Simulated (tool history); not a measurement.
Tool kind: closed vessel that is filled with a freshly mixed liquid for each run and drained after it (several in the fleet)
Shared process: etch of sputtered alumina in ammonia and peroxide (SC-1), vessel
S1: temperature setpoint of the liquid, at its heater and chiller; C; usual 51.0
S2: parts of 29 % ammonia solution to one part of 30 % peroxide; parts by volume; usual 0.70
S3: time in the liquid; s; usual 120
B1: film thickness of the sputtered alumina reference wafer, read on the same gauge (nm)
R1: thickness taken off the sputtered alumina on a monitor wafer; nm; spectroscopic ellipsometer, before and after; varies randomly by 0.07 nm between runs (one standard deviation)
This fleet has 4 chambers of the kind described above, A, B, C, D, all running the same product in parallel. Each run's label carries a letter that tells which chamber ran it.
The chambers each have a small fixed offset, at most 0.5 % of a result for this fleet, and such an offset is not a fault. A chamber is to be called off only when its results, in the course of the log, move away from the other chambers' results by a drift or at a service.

run     day    S1    S2   S3      B1       R1
 1D   0.642  51.0  0.70  120  59.998   7.2420
      0.842  -- chamber D: thermometer replaced
 2A   0.954  51.0  0.70  120  60.002   7.2202
 3C   1.350  51.0  0.70  120  59.979   7.1473
 4B   1.929  51.0  0.70  120  60.016   7.0913
      2.283  -- chamber B: thermometer replaced
 5A   2.317  51.0  0.70  120  60.015   7.1130
 6C   2.950  51.0  0.70  120  59.967   7.1445
 7B   3.300  51.0  0.70  120  59.999   6.9930
 8D   3.662  51.0  0.70  120  59.992   7.1248
 9A   4.096  51.0  0.70  120  60.008   7.0627
      4.117  -- chamber B: new drum of ammonia solution connected
10C   4.479  51.0  0.70  120  59.999   7.0604
      4.625  -- chamber D: new drum of ammonia solution connected
11D   5.096  51.0  0.70  120  59.994   7.1426
12B   5.400  51.0  0.70  120  59.971   6.9829
13D   5.771  51.0  0.70  120  60.023   7.0711
14C   6.388  51.0  0.70  120  59.983   7.0087
15B   7.025  51.0  0.70  120  59.978   7.0374
16A   7.504  51.0  0.80   70  60.006   4.1749
      7.783  -- chamber C: new drum of ammonia solution connected
17B   7.929  51.0  0.80   70  60.001   4.1783
18C   8.462  51.0  0.80   70  60.000   4.2065
19D   8.750  51.0  0.80   70  59.989   4.2956
20A   9.250  51.0  0.70  120  60.000   7.1598
21A   9.904  59.5  0.35  120  60.007  10.5730
22B  10.288  59.5  0.35  120  59.999  10.1780
     10.358  -- chamber A: new drum of ammonia solution connected
23D  10.817  59.5  0.35  120  59.997  10.7220
24C  11.138  59.5  0.35  120  60.032  10.5610
25D  11.462  51.0  0.70  120  59.992   7.2491
     11.708  -- chamber C: thermometer replaced
26B  11.842  51.0  0.70  120  59.993   7.0635
27C  12.421  51.0  0.70  120  60.011   6.9760
28A  12.742  42.5  0.70  155  59.993   5.7230
29C  13.217  42.5  0.70  155  60.001   5.6907
30D  13.854  42.5  0.70  155  59.979   5.7792

The same settings go to every chamber for the next run, one line per chamber below. Forecast the results for each:
31A  14.333  51.0  0.70  155       ?
31B  14.333  51.0  0.70  155       ?
31C  14.333  51.0  0.70  155       ?
31D  14.333  51.0  0.70  155       ?

run      R1
31A  9.3806
31B  9.1696
31C  9.2653
31D  9.1903
